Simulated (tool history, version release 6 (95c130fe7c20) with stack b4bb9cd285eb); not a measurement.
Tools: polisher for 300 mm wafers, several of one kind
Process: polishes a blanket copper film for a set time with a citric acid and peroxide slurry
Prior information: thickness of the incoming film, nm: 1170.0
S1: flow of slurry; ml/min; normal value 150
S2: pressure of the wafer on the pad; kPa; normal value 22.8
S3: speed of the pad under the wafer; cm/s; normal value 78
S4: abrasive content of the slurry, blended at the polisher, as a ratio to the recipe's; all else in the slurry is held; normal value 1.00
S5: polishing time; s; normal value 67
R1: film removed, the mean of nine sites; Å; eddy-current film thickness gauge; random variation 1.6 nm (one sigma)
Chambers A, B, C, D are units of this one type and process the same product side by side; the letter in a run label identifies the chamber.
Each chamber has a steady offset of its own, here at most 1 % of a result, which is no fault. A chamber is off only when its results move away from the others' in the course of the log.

{"hour": 5.8, "done": "chamber A: slurry blender recalibrated"}
{"run": "1B", "hour": 8.7, "S1": 150, "S2": 22.8, "S3": 78, "S4": 1.0, "S5": 67, "R1": 1376.5}
{"run": "2A", "hour": 18.1, "S1": 150, "S2": 22.8, "S3": 78, "S4": 1.0, "S5": 67, "R1": 1409.4}
{"run": "3C", "hour": 32.1, "S1": 150, "S2": 22.8, "S3": 78, "S4": 1.0, "S5": 67, "R1": 1368.4}
{"run": "4D", "hour": 39.1, "S1": 150, "S2": 22.8, "S3": 78, "S4": 1.0, "S5": 67, "R1": 1397.2}
{"hour": 43.1, "done": "chamber D: worn pad replaced by a new one"}
{"run": "5D", "hour": 48.6, "S1": 150, "S2": 22.8, "S3": 78, "S4": 1.0, "S5": 67, "R1": 1374.7}
{"run": "6A", "hour": 59.3, "S1": 150, "S2": 22.8, "S3": 78, "S4": 1.0, "S5": 67, "R1": 1368.0}
{"hour": 60.4, "done": "chamber A: worn pad replaced by a new one"}
{"run": "7C", "hour": 67.2, "S1": 110, "S2": 22.8, "S3": 78, "S4": 1.0, "S5": 77, "R1": 1469.1}
{"run": "8B", "hour": 74.0, "S1": 110, "S2": 22.8, "S3": 78, "S4": 1.0, "S5": 77, "R1": 1471.5}
{"run": "9B", "hour": 86.4, "S1": 110, "S2": 22.8, "S3": 78, "S4": 1.0, "S5": 77, "R1": 1470.3}
{"hour": 90.3, "done": "chamber C: worn pad replaced by a new one"}
{"hour": 93.5, "done": "chamber B: worn pad replaced by a new one"}
{"run": "10D", "hour": 97.8, "S1": 110, "S2": 22.8, "S3": 78, "S4": 1.0, "S5": 77, "R1": 1462.5}
{"run": "11C", "hour": 108.5, "S1": 150, "S2": 22.8, "S3": 78, "S4": 1.0, "S5": 67, "R1": 1400.4}
{"run": "12A", "hour": 116.3, "S1": 150, "S2": 22.8, "S3": 78, "S4": 1.0, "S5": 67, "R1": 1369.5}
{"hour": 124.2, "done": "chamber A: slurry blender recalibrated"}
{"run": "13C", "hour": 130.3, "S1": 150, "S2": 22.8, "S3": 78, "S4": 1.0, "S5": 67, "R1": 1360.1}
{"run": "14B", "hour": 141.6, "S1": 150, "S2": 22.8, "S3": 78, "S4": 1.0, "S5": 67, "R1": 1383.6}
{"hour": 143.9, "done": "chamber A: worn pad replaced by a new one"}
{"hour": 147.4, "done": "chamber D: worn pad replaced by a new one"}
{"hour": 151.6, "done": "chamber B: slurry blender recalibrated"}
{"run": "15A", "hour": 153.2, "S1": 150, "S2": 22.8, "S3": 78, "S4": 1.0, "S5": 67, "R1": 1362.8}
{"hour": 156.6, "done": "chamber B: slurry nozzle cleaned"}
{"run": "16D", "hour": 165.6, "S1": 150, "S2": 22.8, "S3": 78, "S4": 1.0, "S5": 67, "R1": 1375.7}
{"hour": 173.2, "done": "chamber C: worn pad replaced by a new one"}
{"run": "17B", "hour": 175.7, "S1": 150, "S2": 22.8, "S3": 78, "S4": 1.0, "S5": 67, "R1": 1359.6}
{"hour": 183.9, "done": "chamber C: slurry blender recalibrated"}
{"run": "18C", "hour": 189.4, "S1": 150, "S2": 22.8, "S3": 78, "S4": 1.0, "S5": 88, "R1": 1767.9}
{"hour": 191.9, "done": "chamber C: head pressure recalibrated"}
{"hour": 195.0, "done": "chamber B: worn pad replaced by a new one"}
{"run": "19A", "hour": 203.3, "S1": 150, "S2": 22.8, "S3": 78, "S4": 1.0, "S5": 88, "R1": 1780.7}
{"run": "20D", "hour": 213.3, "S1": 150, "S2": 22.8, "S3": 78, "S4": 1.0, "S5": 88, "R1": 1816.5}
{"run": "21D", "hour": 219.7, "S1": 150, "S2": 22.8, "S3": 78, "S4": 1.0, "S5": 88, "R1": 1783.4}
{"hour": 233.3, "done": "chamber D: worn pad replaced by a new one"}
{"run": "22C", "hour": 233.6, "S1": 150, "S2": 22.8, "S3": 78, "S4": 1.0, "S5": 67, "R1": 1265.5}
{"hour": 234.2, "done": "chamber D: slurry blender recalibrated"}
{"hour": 242.7, "done": "chamber A: slurry blender recalibrated"}
{"hour": 243.5, "done": "chamber C: slurry nozzle cleaned"}
{"run": "23B", "hour": 247.4, "S1": 150, "S2": 22.8, "S3": 78, "S4": 1.0, "S5": 67, "R1": 1380.9}
{"hour": 252.0, "done": "chamber A: worn pad replaced by a new one"}
{"run": "24A", "hour": 254.8, "S1": 150, "S2": 22.8, "S3": 78, "S4": 1.0, "S5": 67, "R1": 1367.2}
{"run": "25D", "hour": 267.1, "S1": 150, "S2": 22.8, "S3": 78, "S4": 1.0, "S5": 67, "R1": 1378.0}
{"hour": 271.5, "done": "chamber D: slurry nozzle cleaned"}
{"hour": 274.2, "done": "chamber D: head pressure recalibrated"}
{"hour": 274.5, "done": "chamber C: worn pad replaced by a new one"}
{"run": "26A", "hour": 280.4, "S1": 150, "S2": 22.8, "S3": 78, "S4": 1.0, "S5": 67, "R1": 1353.0}
{"hour": 285.3, "done": "chamber A: slurry nozzle cleaned"}
{"hour": 289.0, "done": "chamber B: worn pad replaced by a new one"}
{"run": "27B", "hour": 292.9, "S1": 150, "S2": 22.8, "S3": 78, "S4": 1.0, "S5": 67, "R1": 1377.1}
{"run": "28C", "hour": 299.8, "S1": 150, "S2": 22.8, "S3": 78, "S4": 1.0, "S5": 67, "R1": 1240.8}
{"run": "29D", "hour": 312.1, "S1": 150, "S2": 22.8, "S3": 78, "S4": 1.0, "S5": 67, "R1": 1364.9}
{"run": "30B", "hour": 319.1, "S1": 150, "S2": 22.8, "S3": 78, "S4": 1.0, "S5": 67, "R1": 1391.6}
{"run": "31C", "hour": 333.5, "S1": 150, "S2": 22.8, "S3": 78, "S4": 1.0, "S5": 67, "R1": 1267.6}
{"hour": 336.8, "done": "chamber D: worn pad replaced by a new one"}
{"hour": 346.0, "done": "chamber A: worn pad replaced by a new one"}
{"run": "32A", "hour": 347.2, "S1": 150, "S2": 22.8, "S3": 78, "S4": 1.0, "S5": 67, "R1": 1398.0}
{"hour": 349.1, "done": "chamber A: slurry blender recalibrated"}
{"run": "33C", "hour": 361.1, "S1": 150, "S2": 22.8, "S3": 78, "S4": 1.0, "S5": 67, "R1": 1254.8}
{"hour": 365.6, "done": "chamber B: head pressure recalibrated"}
{"run": "34B", "hour": 367.4, "S1": 150, "S2": 22.8, "S3": 78, "S4": 1.15, "S5": 54, "R1": 1158.1}
{"hour": 380.3, "done": "chamber C: worn pad replaced by a new one"}
{"run": "35D", "hour": 380.6, "S1": 150, "S2": 22.8, "S3": 78, "S4": 1.15, "S5": 54, "R1": 1147.8}
{"hour": 384.9, "done": "chamber B: worn pad replaced by a new one"}
{"run": "36A", "hour": 391.0, "S1": 150, "S2": 22.8, "S3": 78, "S4": 1.15, "S5": 54, "R1": 1145.0}
{"run": "37D", "hour": 401.3, "S1": 150, "S2": 22.8, "S3": 78, "S4": 1.15, "S5": 54, "R1": 1131.6}
{"run": "38B", "hour": 413.6, "S1": 150, "S2": 22.8, "S3": 78, "S4": 1.0, "S5": 67, "R1": 1375.4}
{"run": "39A", "hour": 426.3, "S1": 150, "S2": 22.8, "S3": 78, "S4": 1.0, "S5": 67, "R1": 1387.1}
{"hour": 430.9, "done": "chamber D: worn pad replaced by a new one"}
{"hour": 433.9, "done": "chamber A: worn pad replaced by a new one"}
{"run": "40C", "hour": 438.1, "S1": 150, "S2": 22.8, "S3": 78, "S4": 1.0, "S5": 67, "R1": 1256.3}
{"hour": 442.3, "done": "chamber A: slurry blender recalibrated"}
{"hour": 445.4, "done": "chamber B: slurry blender recalibrated"}
{"run": "41D", "hour": 448.6, "S1": 150, "S2": 22.8, "S3": 78, "S4": 1.0, "S5": 67, "R1": 1369.5}
{"run": "42B", "hour": 459.5, "S1": 150, "S2": 22.8, "S3": 78, "S4": 1.0, "S5": 67, "R1": 1361.2}
{"run": "43C", "hour": 466.2, "S1": 150, "S2": 22.8, "S3": 78, "S4": 1.0, "S5": 67, "R1": 1251.8}
{"run": "44A", "hour": 473.0, "S1": 150, "S2": 22.8, "S3": 78, "S4": 1.0, "S5": 67, "R1": 1400.1}

For the next run the whole fleet of 4 chambers uses the same settings. Give each chamber's results:
{"run": "45A", "hour": 483.4, "S1": 150, "S2": 22.8, "S3": 78, "S4": 1.0, "S5": 67, "R1": "?"}
{"run": "45B", "hour": 483.4, "S1": 150, "S2": 22.8, "S3": 78, "S4": 1.0, "S5": 67, "R1": "?"}
{"run": "45C", "hour": 483.4, "S1": 150, "S2": 22.8, "S3": 78, "S4": 1.0, "S5": 67, "R1": "?"}
{"run": "45D", "hour": 483.4, "S1": 150, "S2": 22.8, "S3": 78, "S4": 1.0, "S5": 67, "R1": "?"}

run=45A R1=1368.0
run=45B R1=1378.4
run=45C R1=1228.2
run=45D R1=1351.6

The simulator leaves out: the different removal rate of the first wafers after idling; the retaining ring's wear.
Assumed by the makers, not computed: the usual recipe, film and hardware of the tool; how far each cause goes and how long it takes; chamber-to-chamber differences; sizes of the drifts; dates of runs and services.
